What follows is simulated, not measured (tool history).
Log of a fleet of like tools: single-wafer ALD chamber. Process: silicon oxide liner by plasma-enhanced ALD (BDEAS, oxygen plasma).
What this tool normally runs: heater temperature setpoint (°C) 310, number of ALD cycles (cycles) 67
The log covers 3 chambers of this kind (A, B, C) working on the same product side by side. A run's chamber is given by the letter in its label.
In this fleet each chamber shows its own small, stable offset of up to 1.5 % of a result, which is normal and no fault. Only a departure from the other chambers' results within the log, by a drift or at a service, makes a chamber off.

run	hour	heater temperature setpoint (°C)	number of ALD cycles (cycles)	hours since the last thermocouple change	read-back reference wafer on the same gauge, thickness_nm	mean film thickness on the monitor wafer (nm)
1A	5.5	310	67	519.3	6.3880	6.2080
2B	11.8	310	67	1541.0	6.3885	6.1613
3C	21.1	310	67	276.6	6.3862	6.1491
4A	28.8	310	67	542.6	6.3885	6.1973
5C	35.4	310	67	290.9	6.3844	6.1361
6B	44.9	310	67	1574.1	6.3819	6.1522
7A	53.9	301	67	567.7	6.3808	6.2724
8B	63.8	301	67	1593.0	6.3795	6.2243
9C	74.8	301	67	330.3	6.3752	6.2309
10B	80.0	310	67	1609.2	6.3752	6.1409
11A	85.1	310	67	598.9	6.3720	6.2190
12C	92.5	310	67	348.0	6.3686	6.1525
13C	103.5	310	67	359.0	6.3703	6.1444
14A	110.6	310	67	624.4	6.3680	6.2102
15B	118.3	300	79	1647.5	6.3664	7.3572
16B	126.0	300	79	1655.2	6.3628	7.3412
17C	136.7	300	79	392.2	6.3639	7.3513
18A	147.5	310	67	661.3	6.3631	6.1812
19A	153.4	310	67	667.2	6.3607	6.1818
20C	164.3	310	67	419.8	6.3577	6.1340
21B	170.4	310	67	1699.6	6.3548	6.1159
22A	176.8	310	67	690.6	6.3539	6.1781
23C	187.5	310	67	443.0	6.3534	6.1138
24B	195.9	310	67	1725.1	6.3514	6.1294
25A	201.5	310	67	715.3	6.3511	6.1784

Which is it: a chamber that has drifted or been left off by a service, a gauge drift common to all chambers, or only each chamber's usual small offset? If a chamber is off, name it and its likeliest cause.

The shared gauge is drifting. All chambers look as if they move in step, but none is off.
Cause: gauge reads low (%) = 0.636.
